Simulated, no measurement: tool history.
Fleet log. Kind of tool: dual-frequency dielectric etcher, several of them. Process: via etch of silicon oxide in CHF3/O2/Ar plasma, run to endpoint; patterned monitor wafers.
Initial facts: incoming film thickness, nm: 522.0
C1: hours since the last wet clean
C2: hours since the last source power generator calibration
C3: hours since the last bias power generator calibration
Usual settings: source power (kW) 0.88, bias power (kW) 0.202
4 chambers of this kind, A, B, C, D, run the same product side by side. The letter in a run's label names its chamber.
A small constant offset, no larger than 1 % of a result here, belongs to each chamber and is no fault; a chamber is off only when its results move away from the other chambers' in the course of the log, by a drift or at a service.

run 1D hour=8.4 | source_power_(kW)=0.88 bias_power_(kW)=0.202 | C1=85.1 C2=3431.2 C3=2306.1 | endpoint_time_(s)=219.47
run 2B hour=15.1 | source_power_(kW)=0.88 bias_power_(kW)=0.202 | C1=300.2 C2=1201.7 C3=1513.3 | endpoint_time_(s)=219.04
run 3C hour=22.2 | source_power_(kW)=0.88 bias_power_(kW)=0.202 | C1=347.7 C2=996.3 C3=916.6 | endpoint_time_(s)=217.07
run 4A hour=33.1 | source_power_(kW)=0.88 bias_power_(kW)=0.202 | C1=326.7 C2=2056.8 C3=2866.7 | endpoint_time_(s)=220.88
run 5C hour=43.1 | source_power_(kW)=0.88 bias_power_(kW)=0.202 | C1=368.6 C2=1017.2 C3=937.5 | endpoint_time_(s)=216.69
run 6D hour=53.8 | source_power_(kW)=0.88 bias_power_(kW)=0.202 | C1=130.5 C2=3476.6 C3=2351.5 | endpoint_time_(s)=218.53
run 7A hour=62.3 | source_power_(kW)=0.88 bias_power_(kW)=0.202 | C1=355.9 C2=2086 C3=2895.9 | endpoint_time_(s)=221.06
-- hour=67 chamber A: wet clean of the chamber
run 8B hour=69.6 | source_power_(kW)=0.88 bias_power_(kW)=0.202 | C1=354.7 C2=1256.2 C3=1567.8 | endpoint_time_(s)=219.54
-- hour=70.6 chamber B: wet clean of the chamber
run 9A hour=78.1 | source_power_(kW)=0.88 bias_power_(kW)=0.202 | C1=11.2 C2=2101.8 C3=2911.7 | endpoint_time_(s)=220.32
run 10D hour=86.6 | source_power_(kW)=0.99 bias_power_(kW)=0.249 | C1=163.3 C2=3509.4 C3=2384.3 | endpoint_time_(s)=194.5
run 11C hour=96.2 | source_power_(kW)=0.99 bias_power_(kW)=0.249 | C1=421.7 C2=1070.3 C3=990.6 | endpoint_time_(s)=193.65
run 12B hour=105.4 | source_power_(kW)=0.99 bias_power_(kW)=0.249 | C1=34.8 C2=1292 C3=1603.6 | endpoint_time_(s)=200.1
run 13A hour=110.6 | source_power_(kW)=0.99 bias_power_(kW)=0.249 | C1=43.7 C2=2134.3 C3=2944.2 | endpoint_time_(s)=196.34
run 14D hour=115.5 | source_power_(kW)=0.88 bias_power_(kW)=0.202 | C1=192.2 C2=3538.3 C3=2413.2 | endpoint_time_(s)=219.15
run 15B hour=124.7 | source_power_(kW)=0.88 bias_power_(kW)=0.202 | C1=54.1 C2=1311.3 C3=1622.9 | endpoint_time_(s)=224.04
-- hour=129.6 chamber C: wet clean of the chamber
run 16C hour=130.3 | source_power_(kW)=0.88 bias_power_(kW)=0.202 | C1=0.7 C2=1104.4 C3=1024.7 | endpoint_time_(s)=217.39
run 17C hour=136.4 | source_power_(kW)=0.88 bias_power_(kW)=0.202 | C1=6.8 C2=1110.5 C3=1030.8 | endpoint_time_(s)=217.24
run 18D hour=144.9 | source_power_(kW)=0.88 bias_power_(kW)=0.202 | C1=221.6 C2=3567.7 C3=2442.6 | endpoint_time_(s)=215.9
run 19B hour=154.5 | source_power_(kW)=0.88 bias_power_(kW)=0.202 | C1=83.9 C2=1341.1 C3=1652.7 | endpoint_time_(s)=226.68
run 20A hour=163 | source_power_(kW)=0.88 bias_power_(kW)=0.202 | C1=96.1 C2=2186.7 C3=2996.6 | endpoint_time_(s)=219.51
run 21D hour=172.5 | source_power_(kW)=0.88 bias_power_(kW)=0.202 | C1=249.2 C2=3595.3 C3=2470.2 | endpoint_time_(s)=218.14
run 22A hour=178.2 | source_power_(kW)=0.88 bias_power_(kW)=0.202 | C1=111.3 C2=2201.9 C3=3011.8 | endpoint_time_(s)=221.85
run 23C hour=186.9 | source_power_(kW)=0.88 bias_power_(kW)=0.202 | C1=57.3 C2=1161 C3=1081.3 | endpoint_time_(s)=219.26
run 24B hour=191.7 | source_power_(kW)=0.88 bias_power_(kW)=0.202 | C1=121.1 C2=1378.3 C3=1689.9 | endpoint_time_(s)=227.02
run 25D hour=200.7 | source_power_(kW)=0.88 bias_power_(kW)=0.202 | C1=277.4 C2=3623.5 C3=2498.4 | endpoint_time_(s)=219.67

Has any chamber moved away from the others, gradually or after a service, or does the common gauge drift, or do the chambers differ only by their own small steady offsets? State the chamber and the most likely cause if one applies.

The work done on chamber B during a service left it standing apart from the others.
Likeliest cause: etch rate under this chamber's usual, % = 3.19.

Here are 4 candidates for chamber B's next run, each the usual settings with a change, their results left as question marks. Which one brings its results back in line with what the others give on the usual settings?
In line means no further than this from the other chambers' mean on the usual settings: endpoint time (s) 3.4
run 26B-1 hour=208.6 | source_power_(kW)=0.79 bias_power_(kW)=0.185 | endpoint_time_(s)=?
run 26B-2 hour=208.6 | source_power_(kW)=1.05 bias_power_(kW)=0.202 | endpoint_time_(s)=?
run 26B-3 hour=208.6 | source_power_(kW)=0.88 bias_power_(kW)=0.222 | endpoint_time_(s)=?
run 26B-4 hour=208.6 | source_power_(kW)=0.8 bias_power_(kW)=0.202 | endpoint_time_(s)=?

Mean of the other chambers on the usual settings: endpoint time (s) 218.79
run=26B-1 endpoint_time_(s)=242.56
run=26B-2 endpoint_time_(s)=211.43
run=26B-3 endpoint_time_(s)=219.17
run=26B-4 endpoint_time_(s)=234.52
26B-3 brings the chamber back in line.
